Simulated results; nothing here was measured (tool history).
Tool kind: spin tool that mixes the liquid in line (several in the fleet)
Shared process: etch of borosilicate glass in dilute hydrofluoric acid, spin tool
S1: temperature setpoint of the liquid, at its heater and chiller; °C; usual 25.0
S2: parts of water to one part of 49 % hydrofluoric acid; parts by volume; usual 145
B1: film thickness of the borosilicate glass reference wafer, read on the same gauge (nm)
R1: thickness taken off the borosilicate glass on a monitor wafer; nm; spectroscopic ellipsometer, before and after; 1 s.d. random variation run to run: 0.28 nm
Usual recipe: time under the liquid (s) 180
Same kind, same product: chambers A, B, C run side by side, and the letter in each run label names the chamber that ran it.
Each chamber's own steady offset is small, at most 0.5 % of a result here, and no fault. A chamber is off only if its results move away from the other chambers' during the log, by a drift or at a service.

run 1A hour=2.9 | S1=25.0 S2=145 time_under_the_liquid_(s)=180 | B1=39.991 | R1=42.134
run 2C hour=7.4 | S1=25.0 S2=145 time_under_the_liquid_(s)=180 | B1=40.008 | R1=42.512
run 3B hour=11.2 | S1=25.0 S2=145 time_under_the_liquid_(s)=180 | B1=39.999 | R1=42.189
run 4C hour=15.3 | S1=25.0 S2=145 time_under_the_liquid_(s)=180 | B1=40.008 | R1=42.680
run 5B hour=19.3 | S1=25.0 S2=145 time_under_the_liquid_(s)=180 | B1=40.027 | R1=42.692
run 6A hour=23.6 | S1=25.0 S2=145 time_under_the_liquid_(s)=180 | B1=39.997 | R1=42.118
run 7A hour=28.6 | S1=25.0 S2=145 time_under_the_liquid_(s)=180 | B1=39.982 | R1=41.997
run 8B hour=31.5 | S1=25.0 S2=145 time_under_the_liquid_(s)=180 | B1=39.995 | R1=42.616
run 9C hour=34.0 | S1=25.0 S2=200 time_under_the_liquid_(s)=120 | B1=40.007 | R1=19.212
run 10B hour=39.0 | S1=25.0 S2=200 time_under_the_liquid_(s)=120 | B1=39.995 | R1=19.412
run 11C hour=41.7 | S1=25.0 S2=200 time_under_the_liquid_(s)=120 | B1=40.019 | R1=19.006
run 12A hour=44.8 | S1=25.0 S2=145 time_under_the_liquid_(s)=180 | B1=40.031 | R1=42.284
run 13A hour=48.1 | S1=23.5 S2=170 time_under_the_liquid_(s)=180 | B1=40.023 | R1=33.183
run 14C hour=52.1 | S1=23.5 S2=170 time_under_the_liquid_(s)=180 | B1=39.976 | R1=33.119
run 15B hour=57.1 | S1=23.5 S2=170 time_under_the_liquid_(s)=180 | B1=39.971 | R1=33.489
run 16B hour=60.1 | S1=25.0 S2=145 time_under_the_liquid_(s)=180 | B1=39.994 | R1=43.084
run 17A hour=63.5 | S1=27.5 S2=190 time_under_the_liquid_(s)=180 | B1=39.985 | R1=33.461
run 18C hour=66.4 | S1=27.5 S2=190 time_under_the_liquid_(s)=180 | B1=40.012 | R1=33.698
run 19A hour=70.3 | S1=27.5 S2=190 time_under_the_liquid_(s)=180 | B1=40.012 | R1=33.515
run 20C hour=73.2 | S1=25.0 S2=145 time_under_the_liquid_(s)=180 | B1=39.978 | R1=42.370
run 21B hour=78.2 | S1=25.0 S2=145 time_under_the_liquid_(s)=180 | B1=40.013 | R1=43.828
run 22A hour=80.5 | S1=25.0 S2=145 time_under_the_liquid_(s)=180 | B1=40.018 | R1=42.947
run 23B hour=84.2 | S1=25.0 S2=145 time_under_the_liquid_(s)=180 | B1=40.001 | R1=43.627
-- hour=85.5 chamber C: thermometer replaced
run 24C hour=86.9 | S1=25.0 S2=145 time_under_the_liquid_(s)=180 | B1=40.003 | R1=41.912
run 25A hour=90.2 | S1=25.0 S2=145 time_under_the_liquid_(s)=180 | B1=40.011 | R1=42.145
run 26C hour=93.1 | S1=25.0 S2=145 time_under_the_liquid_(s)=180 | B1=39.990 | R1=42.424
run 27B hour=95.4 | S1=25.0 S2=145 time_under_the_liquid_(s)=180 | B1=39.989 | R1=44.649
run 28A hour=98.5 | S1=25.0 S2=145 time_under_the_liquid_(s)=180 | B1=40.015 | R1=42.626
run 29B hour=103.5 | S1=25.0 S2=145 time_under_the_liquid_(s)=180 | B1=39.999 | R1=44.093
run 30C hour=108.1 | S1=25.0 S2=145 time_under_the_liquid_(s)=180 | B1=39.990 | R1=42.688
run 31A hour=112.7 | S1=25.0 S2=145 time_under_the_liquid_(s)=180 | B1=39.981 | R1=41.912
run 32C hour=115.7 | S1=25.0 S2=145 time_under_the_liquid_(s)=135 | B1=40.007 | R1=31.745

Does one chamber stand apart from the rest, does the shared gauge drift, or is all well apart from small per-chamber offsets? Give the chamber and the most likely cause, where there is one.

One chamber, B, drifts off from the rest bit by bit.
Likeliest cause: hydrofluoric acid flow above the setpoint (%) = 5.14.
Not necessarily distinguishable in this log from: liquid hotter than its thermometer reads (K).

Below are 4 candidate recipes for chamber B's next run, each the usual settings with a change, their results shown as question marks. Which of them brings B's results back in line with what the other chambers give on the usual settings?
Maximum distance from the other chambers' mean on the usual settings for a result to count as in line: R1 0.980 nm
run 33B-1 hour=119.4 | S1=25.0 S2=145 time_under_the_liquid_(s)=190 | R1=?
run 33B-2 hour=119.4 | S1=25.5 S2=145 time_under_the_liquid_(s)=180 | R1=?
run 33B-3 hour=119.4 | S1=24.5 S2=145 time_under_the_liquid_(s)=180 | R1=?
run 33B-4 hour=119.4 | S1=25.0 S2=145 time_under_the_liquid_(s)=170 | R1=?

Mean of the other chambers on the usual settings: R1 42.327 nm
run=33B-1 R1=47.056
run=33B-2 R1=45.436
run=33B-3 R1=43.734
run=33B-4 R1=42.102
The right change is 33B-4: it brings the chamber back within the allowed miss of the others.
